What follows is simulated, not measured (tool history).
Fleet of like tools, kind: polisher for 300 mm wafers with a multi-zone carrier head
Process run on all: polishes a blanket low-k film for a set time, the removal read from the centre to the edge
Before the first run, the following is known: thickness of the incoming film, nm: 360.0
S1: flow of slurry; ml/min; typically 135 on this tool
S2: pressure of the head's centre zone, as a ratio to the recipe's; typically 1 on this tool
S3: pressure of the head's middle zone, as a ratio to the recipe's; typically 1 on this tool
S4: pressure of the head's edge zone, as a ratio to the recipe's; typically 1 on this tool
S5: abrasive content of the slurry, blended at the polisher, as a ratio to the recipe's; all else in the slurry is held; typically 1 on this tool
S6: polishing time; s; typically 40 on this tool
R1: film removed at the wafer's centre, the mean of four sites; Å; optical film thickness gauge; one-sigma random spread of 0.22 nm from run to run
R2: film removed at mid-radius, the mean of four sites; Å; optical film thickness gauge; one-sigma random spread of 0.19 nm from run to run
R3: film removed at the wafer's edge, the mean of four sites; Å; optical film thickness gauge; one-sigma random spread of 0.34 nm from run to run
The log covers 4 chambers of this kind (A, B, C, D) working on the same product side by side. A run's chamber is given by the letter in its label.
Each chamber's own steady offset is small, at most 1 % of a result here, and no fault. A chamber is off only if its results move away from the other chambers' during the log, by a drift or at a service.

run,day,S1,S2,S3,S4,S5,S6,R1,R2,R3
1A,0.183,135,1,1,1,1,40,231.45,231.52,230.61
2B,0.529,135,1,1,1,1,40,228.31,229.96,230.41
3D,0.942,135,1,1,1,1,40,232.66,230.87,233.96
# day 1.033: chamber C: slurry nozzle cleaned
# day 1.158: chamber D: worn pad replaced by a new one
# day 1.288: chamber C: edge zone pressure recalibrated
4C,1.304,135,1,1,1,1,40,231.08,234.07,223.79
5C,1.5,135,1,1,1,1,40,231.16,230.47,231.52
# day 1.688: chamber C: worn pad replaced by a new one
6B,1.767,135,1,1,1,1,40,230.73,222.87,230.75
7D,2.154,135,1,1,1,1,40,232.83,235.11,233.1
# day 2.429: chamber B: worn pad replaced by a new one
8A,2.55,135,1,1,1,1,40,221.29,230.69,228.69
# day 2.683: chamber A: worn pad replaced by a new one
9C,2.896,135,1,1,1.05,1,40,229.29,230.97,238.75
10D,3.108,135,1,1,1.05,1,40,231.78,228.08,235.02
# day 3.196: chamber B: edge zone pressure recalibrated
11A,3.404,135,1,1,1.05,1,40,221.53,231.4,229.61
12B,3.754,135,1,1,1.05,1,40,230.22,228.39,235.13
13C,4.021,135,1,1,1,1,40,231.01,231.46,229.55
14B,4.288,135,1,1,1,1,40,228.75,229.75,235.21
# day 4.333: chamber C: worn pad replaced by a new one
15A,4.612,135,1,1,1,1,40,215.98,230.61,227.33
16D,4.808,135,1,1,1,1,40,233.67,228.64,231.04
17D,5.025,135,1,1,1,1,40,236.77,227.56,234.66
# day 5.271: chamber A: worn pad replaced by a new one
# day 5.292: chamber D: worn pad replaced by a new one
18B,5.412,135,1,1,1,1,40,225.44,231.73,230.34
19C,5.825,135,1,1,1,1,40,230.56,231.6,231.82
# day 6.067: chamber B: worn pad replaced by a new one
20A,6.162,135,1,1,1,1,40,209.56,227.64,226.13
21C,6.55,135,1,1,1,1,40,230.54,233.04,231.13
22A,6.967,135,1,1,1,1,40,206.07,230.14,230.29
# day 7.062: chamber C: worn pad replaced by a new one
23B,7.238,135,1,1,1,1.2,49,301.52,300.35,308.16
24D,7.45,135,1,1,1,1.2,49,307.35,305.14,307.13
25C,7.646,135,1,1,1,1.2,49,304.56,309.28,307.11
26D,7.996,135,1,1,1,1.2,49,311.06,306.54,298.77
# day 8.217: chamber A: worn pad replaced by a new one
27A,8.233,135,1,1,1,1,40,201.03,229.87,227.77

All 4 chambers run these settings next. Forecast each chamber's results:
28A,8.538,135,1,1,1,1,40,?,?,?
28B,8.538,135,1,1,1,1,40,?,?,?
28C,8.538,135,1,1,1,1,40,?,?,?
28D,8.538,135,1,1,1,1,40,?,?,?

run,R1,R2,R3
28A,201.73,234.22,220.06
28B,230.29,226.16,236.54
28C,233.05,233.2,227.46
28D,234.75,230.8,234.24

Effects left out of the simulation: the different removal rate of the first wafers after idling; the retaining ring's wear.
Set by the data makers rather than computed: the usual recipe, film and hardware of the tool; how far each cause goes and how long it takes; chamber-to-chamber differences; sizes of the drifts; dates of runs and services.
